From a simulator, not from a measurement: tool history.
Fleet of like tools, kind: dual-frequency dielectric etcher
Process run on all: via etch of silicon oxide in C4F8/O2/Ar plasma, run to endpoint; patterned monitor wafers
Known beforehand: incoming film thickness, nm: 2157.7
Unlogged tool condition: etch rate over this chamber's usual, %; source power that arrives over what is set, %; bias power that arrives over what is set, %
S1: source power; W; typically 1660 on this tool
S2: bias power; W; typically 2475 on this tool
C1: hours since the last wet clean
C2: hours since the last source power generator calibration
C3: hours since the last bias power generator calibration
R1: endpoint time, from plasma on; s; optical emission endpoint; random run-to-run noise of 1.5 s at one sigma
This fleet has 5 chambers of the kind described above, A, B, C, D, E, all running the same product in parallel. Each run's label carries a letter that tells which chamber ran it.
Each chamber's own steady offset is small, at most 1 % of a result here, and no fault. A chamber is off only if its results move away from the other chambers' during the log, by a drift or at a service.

| run | hour | S1 | S2 | C1 | C2 | C3 | R1 |
|---|---|---|---|---|---|---|---|
| 1B | 2.8 | 1660 | 2475 | 196.6 | 1319.6 | 2127.1 | 433.40 |
| 2C | 7.0 | 1660 | 2475 | 106.2 | 1994.5 | 630.6 | 426.46 |
| 3A | 10.5 | 1660 | 2475 | 81.8 | 2924.5 | 3111.8 | 433.45 |
| 4E | 13.1 | 1660 | 2475 | 41.8 | 276.8 | 668.9 | 427.02 |
| 5D | 18.8 | 1370 | 2475 | 185.7 | 2450.5 | 304.7 | 463.65 |
| 6D | 23.1 | 1370 | 2475 | 190.0 | 2454.8 | 309.0 | 460.38 |
| 7B | 28.5 | 1370 | 2475 | 222.3 | 1345.3 | 2152.8 | 466.50 |
| 8A | 31.6 | 1370 | 2475 | 102.9 | 2945.6 | 3132.9 | 468.06 |
| 9E | 36.7 | 1370 | 2475 | 65.4 | 300.4 | 692.5 | 464.59 |
| 10C | 41.9 | 1660 | 2475 | 141.1 | 2029.4 | 665.5 | 428.25 |
| 11D | 46.0 | 1660 | 2475 | 212.9 | 2477.7 | 331.9 | 429.63 |
| 12B | 50.7 | 1270 | 2966 | 244.5 | 1367.5 | 2175.0 | 454.91 |
| 13A | 56.5 | 1270 | 2966 | 127.8 | 2970.5 | 3157.8 | 454.97 |
| 14E | 59.2 | 1270 | 2966 | 87.9 | 322.9 | 715.0 | 448.74 |
| 15C | 64.8 | 1270 | 2966 | 164.0 | 2052.3 | 688.4 | 446.20 |
| 16C | 67.6 | 1270 | 2966 | 166.8 | 2055.1 | 691.2 | 448.98 |
| 17E | 70.9 | 1660 | 2972 | 99.6 | 334.6 | 726.7 | 405.72 |
| 18A | 73.7 | 1660 | 2972 | 145.0 | 2987.7 | 3175.0 | 408.29 |
| 19B | 78.9 | 1660 | 2972 | 272.7 | 1395.7 | 2203.2 | 405.35 |
| 20D | 84.1 | 1660 | 2972 | 251.0 | 2515.8 | 370.0 | 409.07 |
| 21B | 87.3 | 1660 | 2972 | 281.1 | 1404.1 | 2211.6 | 407.09 |
| 22A | 91.7 | 1660 | 2475 | 163.0 | 3005.7 | 3193.0 | 431.88 |
| 23E | 97.2 | 1660 | 2475 | 125.9 | 360.9 | 753.0 | 428.80 |
| 24D | 101.6 | 1660 | 2475 | 268.5 | 2533.3 | 387.5 | 432.05 |
| 25C | 104.2 | 1530 | 2729 | 203.4 | 2091.7 | 727.8 | 429.00 |
| 26E | 107.0 | 1530 | 2729 | 135.7 | 370.7 | 762.8 | 426.87 |
| 27C | 112.2 | 1530 | 2729 | 211.4 | 2099.7 | 735.8 | 427.87 |
| 28A | 117.4 | 1530 | 2729 | 188.7 | 3031.4 | 3218.7 | 436.16 |
| 29B | 123.2 | 1530 | 2729 | 317.0 | 1440.0 | 2247.5 | 423.14 |
| 30D | 126.3 | 1660 | 2475 | 293.2 | 2558.0 | 412.2 | 427.99 |
| 31A | 129.1 | 1500 | 2936 | 200.4 | 3043.1 | 3230.4 | 424.33 |
| 32D | 133.5 | 1500 | 2936 | 300.4 | 2565.2 | 419.4 | 424.04 |
| 33E | 136.4 | 1500 | 2936 | 165.1 | 400.1 | 792.2 | 422.30 |
| 34B | 140.6 | 1500 | 2936 | 334.4 | 1457.4 | 2264.9 | 415.32 |

One chamber off, gauge drift, or nothing amiss beyond the chambers' own small offsets? If it is a chamber, which one, and what is the likeliest cause?

It is chamber B that slowly wanders off from its peers.
Most likely cause: etch rate over this chamber's usual, % = 3.75.

Chamber B could run next with any of the 4 candidate recipes listed below; each alters the usual settings, and their results appear as question marks. Which one brings its results back in line with what the other chambers deliver on the usual settings?
To be in line, a result may differ from the other chambers' mean on the usual settings by at most: R1 5.20 s
| 35B-1 | 144.8 | 1660 | 2418 |  |  |  | ? |
| 35B-2 | 144.8 | 1660 | 2532 |  |  |  | ? |
| 35B-3 | 144.8 | 1740 | 2562 |  |  |  | ? |
| 35B-4 | 144.8 | 1580 | 2388 |  |  |  | ? |

Other chambers, usual settings, mean: R1 429.54 s
| run | R1 |
|---|---|
| 35B-1 | 420.96 |
| 35B-2 | 415.11 |
| 35B-3 | 406.12 |
| 35B-4 | 430.77 |
35B-4 puts the chamber back in line with the other chambers.
